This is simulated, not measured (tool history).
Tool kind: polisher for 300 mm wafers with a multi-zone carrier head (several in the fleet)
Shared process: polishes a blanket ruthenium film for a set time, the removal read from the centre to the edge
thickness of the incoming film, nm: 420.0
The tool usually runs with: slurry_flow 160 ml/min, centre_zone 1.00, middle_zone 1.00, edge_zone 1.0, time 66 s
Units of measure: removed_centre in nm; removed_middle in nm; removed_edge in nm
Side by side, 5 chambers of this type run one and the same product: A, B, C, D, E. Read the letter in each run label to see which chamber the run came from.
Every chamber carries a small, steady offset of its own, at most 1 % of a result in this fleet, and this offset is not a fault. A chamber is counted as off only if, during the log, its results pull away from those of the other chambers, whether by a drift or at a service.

run	day	slurry_flow	centre_zone	middle_zone	edge_zone	time	wafers polished on this pad	hours since the slurry nozzle was cleaned	hours since the centre zone pressure was calibrated	hours since the edge zone pressure was calibrated	removed_centre	removed_middle	removed_edge
# day 0.054: chamber E: worn pad replaced by a new one
1D	0.112	160	1.00	1.00	1.0	66	342	172.1	360.3	17.2	72.200	72.166	71.390
# day 0.279: chamber A: worn pad replaced by a new one
2B	0.308	160	1.00	1.00	1.0	66	906	310.6	1523.9	505.6	72.703	72.030	71.892
# day 0.412: chamber B: centre zone pressure recalibrated
# day 0.425: chamber B: worn pad replaced by a new one
3A	0.450	160	1.00	1.00	1.0	66	58	281.0	194.7	144.6	70.536	71.958	71.692
4E	0.596	160	1.00	1.00	1.0	66	186	182.1	275.5	237.5	71.094	72.652	72.145
5C	0.700	160	1.00	1.00	1.0	66	682	362.6	464.7	330.0	71.738	71.822	71.626
6A	0.892	160	1.00	1.00	1.0	66	211	291.6	205.3	155.2	72.760	72.559	74.472
7C	1.083	160	1.00	1.00	1.0	66	814	371.8	473.9	339.2	72.110	73.878	73.306
8D	1.188	160	1.00	1.00	1.0	66	712	197.9	386.1	43.0	72.133	71.415	71.033
9B	1.325	160	1.00	1.00	1.0	66	310	335.0	22.0	530.0	72.033	72.732	71.779
10E	1.475	160	1.00	1.00	1.0	66	489	203.2	296.6	258.6	72.189	71.998	72.214
# day 1.588: chamber E: worn pad replaced by a new one
11E	1.654	160	1.00	1.00	1.0	66	23	207.5	300.9	262.9	71.761	72.251	73.179
# day 1.738: chamber C: worn pad replaced by a new one
12A	1.775	160	1.00	1.00	1.0	66	515	312.8	226.5	176.4	72.861	72.086	71.477
13C	1.921	160	1.00	1.00	1.0	66	63	391.9	494.0	359.3	73.305	72.021	71.690
14B	2.104	160	1.00	1.00	1.0	47	578	353.7	40.7	548.7	51.566	51.334	50.383
15D	2.212	160	1.00	1.00	1.0	47	1065	222.5	410.7	67.6	51.610	51.348	51.216
16B	2.417	160	1.00	1.00	1.0	47	686	361.2	48.2	556.2	50.124	52.183	52.455
17A	2.592	160	1.00	1.00	1.0	47	796	332.4	246.1	196.0	52.139	51.811	53.038
# day 2.679: chamber D: worn pad replaced by a new one
18C	2.721	160	1.00	1.00	1.0	47	338	411.1	513.2	378.5	51.325	51.222	51.093
19E	2.862	160	1.00	1.00	1.0	66	439	236.5	329.9	291.9	71.371	71.912	74.116
# day 2.929: chamber A: worn pad replaced by a new one
20D	2.996	160	1.00	1.00	1.0	66	109	241.3	429.5	86.4	70.865	72.866	71.905
# day 3.096: chamber B: worn pad replaced by a new one
21A	3.125	160	1.00	0.90	1.0	66	67	345.2	258.9	208.8	74.854	65.735	71.605
# day 3.292: chamber E: worn pad replaced by a new one
22C	3.308	160	1.00	0.90	1.0	66	541	425.2	527.3	392.6	72.447	66.286	73.883
# day 3.471: chamber D: centre zone pressure recalibrated
23D	3.512	160	1.00	0.90	1.0	66	287	253.7	1.1	98.8	72.105	65.889	74.073
24E	3.692	160	1.00	0.90	1.0	66	138	256.4	349.8	311.8	71.642	65.820	72.572
25B	3.842	160	1.00	0.90	1.0	66	258	395.4	82.4	590.4	71.048	65.771	72.007
26B	4.050	160	1.00	1.00	1.0	66	329	400.4	87.4	595.4	72.533	73.828	72.524
27E	4.250	160	1.00	1.00	1.0	66	330	269.8	363.2	325.2	71.523	72.176	72.733
28D	4.371	160	1.00	1.00	1.0	66	583	274.3	21.7	119.4	72.494	73.780	72.484
# day 4.412: chamber C: worn pad replaced by a new one
29C	4.458	160	1.00	1.00	1.0	66	16	452.8	554.9	420.2	71.690	71.811	71.161
30A	4.567	160	1.00	1.00	1.0	66	564	379.8	293.5	243.4	75.892	72.299	73.625
31E	4.758	160	1.04	1.00	0.9	66	505	282.0	375.4	337.4	75.299	73.209	67.728
# day 4.850: chamber E: worn pad replaced by a new one
32D	4.946	160	1.04	1.00	0.9	66	781	288.1	35.5	133.2	76.076	73.339	69.913
33B	5.088	160	1.04	1.00	0.9	66	687	425.3	112.3	620.3	74.810	72.045	68.356
34C	5.283	160	1.04	1.00	0.9	66	300	472.6	574.7	440.0	76.139	74.817	66.956
# day 5.329: chamber E: edge zone pressure recalibrated
35A	5.492	160	1.04	1.00	0.9	66	883	402.0	315.7	265.6	80.172	70.940	69.206
36C	5.638	160	1.00	0.96	1.0	66	422	481.1	583.2	448.5	73.546	70.389	71.305
# day 5.704: chamber A: worn pad replaced by a new one
37E	5.725	160	1.00	0.96	1.0	66	302	305.2	398.6	9.6	72.566	69.594	71.897
38A	5.829	160	1.00	0.96	1.0	66	43	410.1	323.8	273.7	77.640	69.432	73.864
# day 5.875: chamber B: worn pad replaced by a new one
# day 5.958: chamber D: worn pad replaced by a new one
39B	6.033	160	1.00	0.96	1.0	66	54	448.0	135.0	643.0	71.971	70.929	72.694
40D	6.221	160	1.00	0.96	1.0	66	90	318.7	66.1	163.8	72.321	70.879	73.107
# day 6.292: chamber E: worn pad replaced by a new one
41A	6.317	160	1.00	1.00	1.0	66	211	421.8	335.5	285.4	78.205	71.405	71.729
42E	6.425	160	1.00	1.00	1.0	66	46	322.0	415.4	26.4	70.771	71.628	73.709

What goes on in this fleet: one chamber off, a drifting gauge, or nothing beyond the chambers' own small offsets? Name the chamber and the cause, if any.

One chamber, A, drifts off from the rest bit by bit.
What lies behind it: centre zone's pressure above its setpoint, % = 8.3.

Which of the 4 candidates below, each the usual settings with something changed and its results left as question marks, puts chamber A back in line with what the other chambers give on the usual settings?
Counts as in line when no further than this from what the other chambers average on the usual settings: removed_centre 2.100 nm; removed_middle 3.100 nm; removed_edge 3.600 nm
43A-1	6.571	155	0.94	1.02	1.02	65					?	?	?
43A-2	6.571	150	0.89	1.03	1.03	65					?	?	?
43A-3	6.571	170	1.11	0.97	0.97	67					?	?	?
43A-4	6.571	165	1.06	0.98	0.98	67					?	?	?

Usual-settings mean across the other chambers: removed_centre 72.081 nm; removed_middle 72.276 nm; removed_edge 72.334 nm
run	removed_centre	removed_middle	removed_edge
43A-1	71.202	71.901	71.884
43A-2	66.530	72.115	71.923
43A-3	89.755	71.913	73.096
43A-4	84.851	72.233	73.200
43A-1 brings the chamber back in line.
